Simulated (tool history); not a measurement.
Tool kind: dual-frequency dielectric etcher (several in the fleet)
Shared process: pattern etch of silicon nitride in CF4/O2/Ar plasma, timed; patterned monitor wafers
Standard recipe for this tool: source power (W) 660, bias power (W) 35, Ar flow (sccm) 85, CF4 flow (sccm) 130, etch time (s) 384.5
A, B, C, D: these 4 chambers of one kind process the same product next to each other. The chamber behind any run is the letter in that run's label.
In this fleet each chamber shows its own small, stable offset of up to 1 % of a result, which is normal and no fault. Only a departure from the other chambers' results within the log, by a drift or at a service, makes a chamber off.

run	hour	source power (W)	bias power (W)	Ar flow (sccm)	CF4 flow (sccm)	etch time (s)	read-back reference wafer on the same gauge, depth_nm	mean etch depth across the wafer (Å)
1D	7.9	660	35	85	130	384.5	995.37	8639.3
2C	14.1	660	35	85	130	384.5	994.07	8674.6
3A	22.3	660	35	85	130	384.5	994.76	8620.1
4B	27	660	35	85	130	384.5	995.1	8740.3
5A	33.9	660	40	85	130	384.5	994.61	9025.2
6C	41.9	660	40	85	130	384.5	994.6	9098.1
7D	47.2	660	40	85	130	384.5	995.65	8989.6
8B	52.4	660	40	85	130	384.5	994.77	9185.4
9C	60.3	820	35	85	140	384.5	994.26	10581
10D	65.7	820	35	85	140	384.5	995.47	10442
11B	73.1	820	35	85	140	384.5	995.24	10799
12A	78.9	820	35	85	140	384.5	994.32	10511
13C	86.5	660	35	85	130	384.5	994.71	8702.1
14A	91.1	660	35	85	130	384.5	995.19	8578.3
15B	96.8	660	35	85	130	384.5	994.6	8807.5
# hour 105.2: chamber B: source power generator calibrated
16D	106.1	660	35	85	130	384.5	995.39	8609.7
17B	115.7	660	35	85	130	384.5	995.43	8944.5
18D	119.9	660	35	85	130	384.5	994.87	8600.5
19A	126.3	660	35	85	130	384.5	994.54	8621.5
20C	132.9	660	35	85	130	384.5	994.55	8645.7
21D	139.5	660	35	85	130	384.5	994.99	8645.5
22A	144.2	660	35	85	130	384.5	993.85	8616.4
23B	149.4	660	35	85	146	276.5	995.31	6538
24C	156.9	660	35	85	146	276.5	994.88	6355.8
25D	163.2	660	35	85	146	276.5	995.63	6265.4
26C	172.7	660	35	85	146	276.5	995.21	6323.5
27B	178	660	35	85	130	384.5	994.82	8970
# hour 182.7: chamber C: wet clean of the chamber
28A	185.4	660	35	85	130	384.5	995.03	8640.1
29D	191.1	660	35	85	130	384.5	995.51	8581.8
30A	200.1	660	35	85	130	384.5	995.36	8606.1
31B	209.7	660	35	85	130	311.5	995.49	7240.3
# hour 215.5: chamber B: bias power generator calibrated
32C	217.7	660	35	85	130	311.5	995.26	7046.7
33C	222.6	660	35	85	130	311.5	995.05	7034.8
34D	228.4	660	35	85	130	311.5	995	6993.1
35B	235.1	660	35	85	130	384.5	994.76	8907
36A	239.3	660	35	85	130	384.5	994.96	8581.9
37C	243.8	660	35	85	130	384.5	994.79	8731.7
38A	252.8	660	35	85	130	384.5	994.05	8622.4
39B	259	660	35	85	130	384.5	994.48	8950.1
40D	268.4	660	35	97	130	469.5	995.53	10378
41A	273.2	660	35	97	130	469.5	994.76	10344

Is one chamber out of step, is the gauge drifting, or do the chambers differ by no more than their own small offsets? For an off chamber, give its letter and the likeliest cause.

After it was serviced, chamber B no longer matches the other chambers.
What lies behind it: source power that arrives over what is set, % = 2.15.

Chamber B could run next with any of the 4 candidate recipes listed below; each alters the usual settings, and their results appear as question marks. Which one brings its results back in line with what the other chambers deliver on the usual settings?
Allowed miss from the other chambers' usual-settings mean, per result, to count as in line: mean etch depth across the wafer (Å) 92
42B-1	280.1	670	35	85	130	393		?
42B-2	280.1	660	35	85	130	380		?
42B-3	280.1	660	31	85	130	384.5		?
42B-4	280.1	660	35	85	130	389		?

Mean of the other chambers on the usual settings: mean etch depth across the wafer (Å) 8639.2
run	mean etch depth across the wafer (Å)
42B-1	9278.9
42B-2	8852.2
42B-3	8625.1
42B-4	9061.8
42B-3 puts the chamber back in line with the other chambers.

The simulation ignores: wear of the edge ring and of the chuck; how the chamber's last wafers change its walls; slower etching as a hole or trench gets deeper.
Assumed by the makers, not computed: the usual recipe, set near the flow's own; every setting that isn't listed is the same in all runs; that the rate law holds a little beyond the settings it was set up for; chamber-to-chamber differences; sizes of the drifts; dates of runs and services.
